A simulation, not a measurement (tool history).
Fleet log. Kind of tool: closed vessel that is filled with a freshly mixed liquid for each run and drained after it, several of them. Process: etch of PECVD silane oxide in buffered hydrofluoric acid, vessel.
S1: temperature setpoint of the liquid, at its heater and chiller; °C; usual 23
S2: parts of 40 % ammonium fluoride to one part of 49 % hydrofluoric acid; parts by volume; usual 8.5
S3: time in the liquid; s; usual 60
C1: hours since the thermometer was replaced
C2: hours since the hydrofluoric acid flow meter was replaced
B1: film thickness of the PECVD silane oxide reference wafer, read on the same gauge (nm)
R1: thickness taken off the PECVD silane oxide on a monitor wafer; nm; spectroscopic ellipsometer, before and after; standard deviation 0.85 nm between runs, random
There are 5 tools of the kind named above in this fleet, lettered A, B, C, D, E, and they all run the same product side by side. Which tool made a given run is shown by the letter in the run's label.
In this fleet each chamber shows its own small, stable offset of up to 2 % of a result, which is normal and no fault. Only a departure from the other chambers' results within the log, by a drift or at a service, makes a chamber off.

run	hour	S1	S2	S3	C1	C2	B1	R1
1E	2.7	23	8.5	60	1036.7	1704.8	30.010	107.220
2C	6.0	23	8.5	60	367.6	266.2	29.996	107.430
# hour 9.0: chamber A: thermometer replaced
3A	9.0	23	8.5	60	0.1	447.8	29.976	107.010
4B	12.5	23	8.5	60	518.8	520.4	30.013	107.020
5D	15.7	23	8.5	60	606.7	1071.2	30.016	105.290
6B	18.1	23	8.5	60	524.4	526.0	29.989	105.210
7E	21.7	23	8.5	60	1055.7	1723.8	29.963	106.240
8C	25.1	23	8.5	60	386.7	285.3	30.018	106.990
9D	27.4	19	6.5	60	618.4	1082.9	30.013	111.950
10A	32.5	19	6.5	60	23.6	471.3	29.981	114.730
11A	34.9	19	6.5	60	26.0	473.7	29.970	112.300
12E	37.9	19	6.5	60	1071.9	1740.0	29.997	113.080
13D	40.7	19	6.5	60	631.7	1096.2	29.980	111.930
14C	45.0	23	8.5	60	406.6	305.2	30.007	108.750
# hour 49.0: chamber E: hydrofluoric acid flow meter replaced
15B	49.8	23	7.5	60	556.1	557.7	29.987	120.290
16A	52.4	23	7.5	60	43.5	491.2	29.984	120.840
17C	57.4	23	7.5	60	419.0	317.6	29.993	124.820
18E	62.4	23	7.5	60	1096.4	13.5	30.006	122.080
19D	66.4	23	7.5	60	657.4	1121.9	29.962	119.660
20B	71.3	23	8.5	60	577.6	579.2	30.008	104.810
21C	75.2	23	8.5	60	436.8	335.4	30.011	107.440
22A	78.7	23	8.5	60	69.8	517.5	30.010	105.850
23E	82.6	23	8.5	60	1116.6	33.7	29.995	105.530
24B	85.3	23	8.5	60	591.6	593.2	30.014	107.300
25D	88.3	23	8.5	60	679.3	1143.8	29.994	101.780
26D	91.5	23	8.5	60	682.5	1147.0	30.012	101.270
27B	94.9	19	5.0	60	601.2	602.8	30.000	139.710
28A	100.0	19	5.0	60	91.1	538.8	30.003	141.740
29E	104.2	19	5.0	60	1138.2	55.3	30.008	141.100
30C	107.5	19	5.0	60	469.1	367.7	30.003	142.650
31B	112.3	19	5.0	60	618.6	620.2	30.010	140.700
32A	116.5	23	8.5	60	107.6	555.3	29.999	106.470
33D	120.0	23	8.5	60	711.0	1175.5	29.980	97.805
34E	123.5	23	8.5	60	1157.5	74.6	30.005	105.150
35C	128.2	23	8.5	60	489.8	388.4	29.985	107.890

For the next run the whole fleet of 5 chambers uses the same settings. Give each chamber's results:
36A	131.8	23	8.5	45				?
36B	131.8	23	8.5	45				?
36C	131.8	23	8.5	45				?
36D	131.8	23	8.5	45				?
36E	131.8	23	8.5	45				?

run	R1
36A	80.378
36B	79.133
36C	80.853
36D	73.211
36E	79.758
